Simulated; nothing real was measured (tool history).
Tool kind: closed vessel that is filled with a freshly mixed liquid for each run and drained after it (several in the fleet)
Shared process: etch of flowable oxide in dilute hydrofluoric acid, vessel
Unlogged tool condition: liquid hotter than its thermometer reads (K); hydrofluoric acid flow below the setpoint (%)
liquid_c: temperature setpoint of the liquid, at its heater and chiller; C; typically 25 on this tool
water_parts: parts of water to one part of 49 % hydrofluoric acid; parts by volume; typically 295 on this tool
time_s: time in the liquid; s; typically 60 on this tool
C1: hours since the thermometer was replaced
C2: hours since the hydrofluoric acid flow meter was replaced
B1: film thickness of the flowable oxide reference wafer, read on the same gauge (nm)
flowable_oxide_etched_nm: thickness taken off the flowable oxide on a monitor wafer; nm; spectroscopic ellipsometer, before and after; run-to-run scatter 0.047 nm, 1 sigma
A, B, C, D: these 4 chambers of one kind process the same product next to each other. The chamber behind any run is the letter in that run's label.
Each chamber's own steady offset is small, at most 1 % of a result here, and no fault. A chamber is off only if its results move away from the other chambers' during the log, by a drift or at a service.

{"run": "1C", "hour": 5.7, "liquid_c": 25, "water_parts": 295, "time_s": 60, "C1": 620.1, "C2": 661.2, "B1": 60.023, "flowable_oxide_etched_nm": 6.023}
{"run": "2D", "hour": 11.8, "liquid_c": 25, "water_parts": 295, "time_s": 60, "C1": 833.5, "C2": 560.5, "B1": 60.021, "flowable_oxide_etched_nm": 6.0599}
{"run": "3B", "hour": 22.0, "liquid_c": 25, "water_parts": 295, "time_s": 60, "C1": 87.7, "C2": 1433.4, "B1": 59.985, "flowable_oxide_etched_nm": 6.0413}
{"run": "4A", "hour": 30.1, "liquid_c": 25, "water_parts": 295, "time_s": 60, "C1": 507.2, "C2": 336.6, "B1": 60.014, "flowable_oxide_etched_nm": 6.0896}
{"run": "5A", "hour": 38.4, "liquid_c": 25, "water_parts": 295, "time_s": 60, "C1": 515.5, "C2": 344.9, "B1": 60.025, "flowable_oxide_etched_nm": 6.0145}
{"run": "6D", "hour": 50.9, "liquid_c": 21, "water_parts": 420, "time_s": 60, "C1": 872.6, "C2": 599.6, "B1": 59.956, "flowable_oxide_etched_nm": 3.3555}
{"run": "7C", "hour": 59.6, "liquid_c": 21, "water_parts": 420, "time_s": 60, "C1": 674, "C2": 715.1, "B1": 59.971, "flowable_oxide_etched_nm": 3.286}
{"run": "8B", "hour": 71.0, "liquid_c": 21, "water_parts": 420, "time_s": 60, "C1": 136.7, "C2": 1482.4, "B1": 59.973, "flowable_oxide_etched_nm": 3.2857}
{"run": "9C", "hour": 79.7, "liquid_c": 21, "water_parts": 420, "time_s": 60, "C1": 694.1, "C2": 735.2, "B1": 59.964, "flowable_oxide_etched_nm": 3.2998}
{"run": "10B", "hour": 87.9, "liquid_c": 25, "water_parts": 295, "time_s": 60, "C1": 153.6, "C2": 1499.3, "B1": 59.953, "flowable_oxide_etched_nm": 6.0075}
{"run": "11D", "hour": 96.4, "liquid_c": 25, "water_parts": 295, "time_s": 60, "C1": 918.1, "C2": 645.1, "B1": 60.005, "flowable_oxide_etched_nm": 6.0466}
{"run": "12A", "hour": 107.6, "liquid_c": 25, "water_parts": 295, "time_s": 60, "C1": 584.7, "C2": 414.1, "B1": 60.038, "flowable_oxide_etched_nm": 6.0661}
{"run": "13A", "hour": 113.0, "liquid_c": 25, "water_parts": 295, "time_s": 60, "C1": 590.1, "C2": 419.5, "B1": 59.982, "flowable_oxide_etched_nm": 6.0902}
{"run": "14D", "hour": 124.5, "liquid_c": 25, "water_parts": 350, "time_s": 95, "C1": 946.2, "C2": 673.2, "B1": 59.993, "flowable_oxide_etched_nm": 7.7321}
{"run": "15C", "hour": 135.3, "liquid_c": 25, "water_parts": 350, "time_s": 95, "C1": 749.7, "C2": 790.8, "B1": 59.995, "flowable_oxide_etched_nm": 7.725}
{"run": "16B", "hour": 142.3, "liquid_c": 25, "water_parts": 350, "time_s": 95, "C1": 208, "C2": 1553.7, "B1": 59.98, "flowable_oxide_etched_nm": 7.4991}
{"run": "17C", "hour": 150.2, "liquid_c": 25, "water_parts": 350, "time_s": 95, "C1": 764.6, "C2": 805.7, "B1": 60.011, "flowable_oxide_etched_nm": 7.6693}
{"run": "18B", "hour": 156.4, "liquid_c": 28, "water_parts": 295, "time_s": 60, "C1": 222.1, "C2": 1567.8, "B1": 59.98, "flowable_oxide_etched_nm": 6.632}
{"run": "19A", "hour": 164.8, "liquid_c": 28, "water_parts": 295, "time_s": 60, "C1": 641.9, "C2": 471.3, "B1": 60.075, "flowable_oxide_etched_nm": 6.6708}
{"run": "20D", "hour": 170.5, "liquid_c": 28, "water_parts": 295, "time_s": 60, "C1": 992.2, "C2": 719.2, "B1": 59.963, "flowable_oxide_etched_nm": 6.9531}
{"run": "21A", "hour": 179.5, "liquid_c": 28, "water_parts": 295, "time_s": 60, "C1": 656.6, "C2": 486, "B1": 60.009, "flowable_oxide_etched_nm": 6.6971}
{"run": "22C", "hour": 190.0, "liquid_c": 25, "water_parts": 295, "time_s": 60, "C1": 804.4, "C2": 845.5, "B1": 59.936, "flowable_oxide_etched_nm": 6.0807}
{"run": "23D", "hour": 195.7, "liquid_c": 25, "water_parts": 295, "time_s": 60, "C1": 1017.4, "C2": 744.4, "B1": 60.003, "flowable_oxide_etched_nm": 6.2772}
{"run": "24B", "hour": 204.8, "liquid_c": 25, "water_parts": 295, "time_s": 60, "C1": 270.5, "C2": 1616.2, "B1": 60.021, "flowable_oxide_etched_nm": 6.0286}
{"hour": 213.1, "done": "chamber A: thermometer replaced"}
{"run": "25A", "hour": 213.9, "liquid_c": 25, "water_parts": 295, "time_s": 60, "C1": 0.8, "C2": 520.4, "B1": 59.97, "flowable_oxide_etched_nm": 6.0899}
{"run": "26C", "hour": 220.0, "liquid_c": 25, "water_parts": 295, "time_s": 60, "C1": 834.4, "C2": 875.5, "B1": 59.971, "flowable_oxide_etched_nm": 6.0515}
{"run": "27B", "hour": 226.8, "liquid_c": 25, "water_parts": 350, "time_s": 60, "C1": 292.5, "C2": 1638.2, "B1": 59.926, "flowable_oxide_etched_nm": 4.8215}
{"run": "28D", "hour": 233.0, "liquid_c": 25, "water_parts": 350, "time_s": 60, "C1": 1054.7, "C2": 781.7, "B1": 59.99, "flowable_oxide_etched_nm": 5.123}
{"run": "29B", "hour": 242.1, "liquid_c": 25, "water_parts": 350, "time_s": 60, "C1": 307.8, "C2": 1653.5, "B1": 59.985, "flowable_oxide_etched_nm": 4.8087}

One chamber off, gauge drift, or nothing amiss beyond the chambers' own small offsets? If it is a chamber, which one, and what is the likeliest cause?

One chamber, D, drifts off from the rest bit by bit.
Likeliest cause: liquid hotter than its thermometer reads (K) = 2.16.
The log may not separate it from: hydrofluoric acid flow above the setpoint (%).

Here are 4 candidates for chamber D's next run, each the usual settings with a change, their results left as question marks. Which one brings its results back in line with what the others give on the usual settings?
In line here means within this much of the mean the other chambers give on the usual settings: flowable_oxide_etched_nm 0.16 nm
{"run": "30D-1", "hour": 251.0, "liquid_c": 25, "water_parts": 310, "time_s": 60, "flowable_oxide_etched_nm": "?"}
{"run": "30D-2", "hour": 251.0, "liquid_c": 25, "water_parts": 290, "time_s": 60, "flowable_oxide_etched_nm": "?"}
{"run": "30D-3", "hour": 251.0, "liquid_c": 25, "water_parts": 295, "time_s": 65, "flowable_oxide_etched_nm": "?"}
{"run": "30D-4", "hour": 251.0, "liquid_c": 25, "water_parts": 300, "time_s": 60, "flowable_oxide_etched_nm": "?"}

Average result of the remaining chambers running the usual settings: flowable_oxide_etched_nm 6.034 nm
run=30D-1 flowable_oxide_etched_nm=6.1006
run=30D-2 flowable_oxide_etched_nm=6.6519
run=30D-3 flowable_oxide_etched_nm=7.0488
run=30D-4 flowable_oxide_etched_nm=6.3664
It is 30D-1 that realigns the chamber with its peers.
